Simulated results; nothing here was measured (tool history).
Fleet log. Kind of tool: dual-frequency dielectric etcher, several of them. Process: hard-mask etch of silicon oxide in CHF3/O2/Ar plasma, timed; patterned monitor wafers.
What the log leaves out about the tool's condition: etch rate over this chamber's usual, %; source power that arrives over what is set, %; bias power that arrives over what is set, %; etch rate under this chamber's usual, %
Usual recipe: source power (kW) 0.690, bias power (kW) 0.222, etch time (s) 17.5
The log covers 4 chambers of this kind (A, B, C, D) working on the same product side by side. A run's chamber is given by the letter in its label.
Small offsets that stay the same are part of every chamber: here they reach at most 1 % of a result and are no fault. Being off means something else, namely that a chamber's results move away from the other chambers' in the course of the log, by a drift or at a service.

| run | day | source power (kW) | bias power (kW) | etch time (s) | hours since the last wet clean | hours since the last source power generator calibration | hours since the last bias power generator calibration | read-back reference wafer on the same gauge, depth_nm | mean etch depth across the wafer (Å) |
|---|---|---|---|---|---|---|---|---|---|
| 1C | 0.108 | 0.690 | 0.222 | 17.5 | 245.6 | 353.4 | 678.6 | 42.600 | 391.46 |
| 2A | 0.275 | 0.690 | 0.222 | 17.5 | 474.5 | 1254.3 | 2209.0 | 42.619 | 389.84 |
| 3D | 0.500 | 0.690 | 0.222 | 17.5 | 145.9 | 1124.7 | 1426.3 | 42.611 | 392.00 |
| 4B | 0.617 | 0.690 | 0.222 | 17.5 | 379.1 | 4167.3 | 909.6 | 42.594 | 395.11 |
| 5A | 0.817 | 0.690 | 0.222 | 17.5 | 487.5 | 1267.3 | 2222.0 | 42.606 | 391.44 |
| 6D | 0.942 | 0.690 | 0.222 | 17.5 | 156.5 | 1135.3 | 1436.9 | 42.600 | 391.68 |
| 7B | 1.121 | 0.690 | 0.222 | 17.5 | 391.2 | 4179.4 | 921.7 | 42.576 | 393.81 |
| 8C | 1.233 | 0.690 | 0.222 | 17.5 | 272.6 | 380.4 | 705.6 | 42.623 | 391.91 |
| 9A | 1.367 | 0.690 | 0.222 | 17.5 | 500.7 | 1280.5 | 2235.2 | 42.599 | 391.69 |
| 10C | 1.475 | 0.690 | 0.222 | 17.5 | 278.4 | 386.2 | 711.4 | 42.601 | 389.53 |
| 11D | 1.633 | 0.690 | 0.222 | 17.5 | 173.1 | 1151.9 | 1453.5 | 42.602 | 392.44 |
| 12B | 1.825 | 0.690 | 0.222 | 17.5 | 408.1 | 4196.3 | 938.6 | 42.607 | 395.33 |
| 13B | 1.958 | 0.690 | 0.222 | 17.5 | 411.3 | 4199.5 | 941.8 | 42.566 | 394.91 |
| 14D | 2.117 | 0.690 | 0.222 | 17.5 | 184.7 | 1163.5 | 1465.1 | 42.632 | 392.03 |
| 15C | 2.279 | 0.690 | 0.222 | 17.5 | 297.7 | 405.5 | 730.7 | 42.614 | 389.50 |
| 16A | 2.392 | 0.690 | 0.222 | 17.5 | 525.3 | 1305.1 | 2259.8 | 42.606 | 389.94 |
|  | 2.500 | chamber A: wet clean of the chamber |
| 17C | 2.583 | 0.690 | 0.222 | 17.5 | 305.0 | 412.8 | 738.0 | 42.583 | 390.14 |
| 18D | 2.746 | 0.690 | 0.222 | 17.5 | 199.8 | 1178.6 | 1480.2 | 42.595 | 393.62 |
|  | 2.838 | chamber B: source power generator calibrated |
| 19A | 2.933 | 0.690 | 0.222 | 17.5 | 10.4 | 1318.1 | 2272.8 | 42.580 | 391.67 |
| 20B | 3.104 | 0.690 | 0.222 | 17.5 | 438.8 | 6.4 | 969.3 | 42.642 | 393.47 |
| 21D | 3.283 | 0.690 | 0.222 | 17.5 | 212.7 | 1191.5 | 1493.1 | 42.576 | 394.41 |
| 22B | 3.438 | 0.600 | 0.222 | 17.5 | 446.8 | 14.4 | 977.3 | 42.599 | 370.73 |
| 23A | 3.650 | 0.600 | 0.222 | 17.5 | 27.6 | 1335.3 | 2290.0 | 42.609 | 369.60 |
| 24C | 3.792 | 0.600 | 0.222 | 17.5 | 334.0 | 441.8 | 767.0 | 42.603 | 367.27 |
| 25D | 3.938 | 0.600 | 0.222 | 17.5 | 228.4 | 1207.2 | 1508.8 | 42.596 | 371.77 |
| 26C | 4.071 | 0.690 | 0.222 | 17.5 | 340.7 | 448.5 | 773.7 | 42.624 | 386.49 |
| 27B | 4.267 | 0.690 | 0.222 | 17.5 | 466.7 | 34.3 | 997.2 | 42.609 | 393.45 |
|  | 4.288 | chamber A: bias power generator calibrated |
| 28A | 4.488 | 0.690 | 0.222 | 17.5 | 47.7 | 1355.4 | 4.8 | 42.585 | 392.26 |
| 29D | 4.625 | 0.690 | 0.222 | 17.5 | 244.9 | 1223.7 | 1525.3 | 42.586 | 395.07 |
| 30B | 4.829 | 0.690 | 0.222 | 17.5 | 480.2 | 47.8 | 1010.7 | 42.613 | 392.12 |
| 31A | 4.933 | 0.690 | 0.222 | 17.5 | 58.4 | 1366.1 | 15.5 | 42.597 | 391.12 |
| 32C | 5.138 | 0.690 | 0.222 | 17.5 | 366.3 | 474.1 | 799.3 | 42.603 | 382.82 |
| 33A | 5.338 | 0.690 | 0.222 | 17.5 | 68.1 | 1375.8 | 25.2 | 42.584 | 390.15 |

Read the log: is a single chamber off, either drifting away or since a service, is the gauge that measures every chamber drifting, or is nothing wrong beyond small per-chamber offsets? Name any odd chamber and what most likely caused it.

One chamber, C, drifts off from the rest bit by bit.
Most likely cause: etch rate under this chamber's usual, % = 2.13.
The log may not tell that from: source power that arrives under what is set, %; bias power that arrives under what is set, %.

Here are 4 candidates for chamber C's next run, each the usual settings with a change, their results left as question marks. Which one brings its results back in line with what the others give on the usual settings?
A result is in line if it is within this distance of the other chambers' mean on the usual settings: mean etch depth across the wafer (Å) 3.60
| 34C-1 | 5.500 | 0.690 | 0.228 | 17.5 |  |  |  |  | ? |
| 34C-2 | 5.500 | 0.670 | 0.222 | 17.5 |  |  |  |  | ? |
| 34C-3 | 5.500 | 0.660 | 0.214 | 17.5 |  |  |  |  | ? |
| 34C-4 | 5.500 | 0.740 | 0.222 | 17.5 |  |  |  |  | ? |

What the other chambers average on the usual settings: mean etch depth across the wafer (Å) 392.30
| run | mean etch depth across the wafer (Å) |
|---|---|
| 34C-1 | 385.25 |
| 34C-2 | 377.53 |
| 34C-3 | 370.68 |
| 34C-4 | 391.86 |
The answer is 34C-4, which returns the chamber to within the allowed miss of the others.

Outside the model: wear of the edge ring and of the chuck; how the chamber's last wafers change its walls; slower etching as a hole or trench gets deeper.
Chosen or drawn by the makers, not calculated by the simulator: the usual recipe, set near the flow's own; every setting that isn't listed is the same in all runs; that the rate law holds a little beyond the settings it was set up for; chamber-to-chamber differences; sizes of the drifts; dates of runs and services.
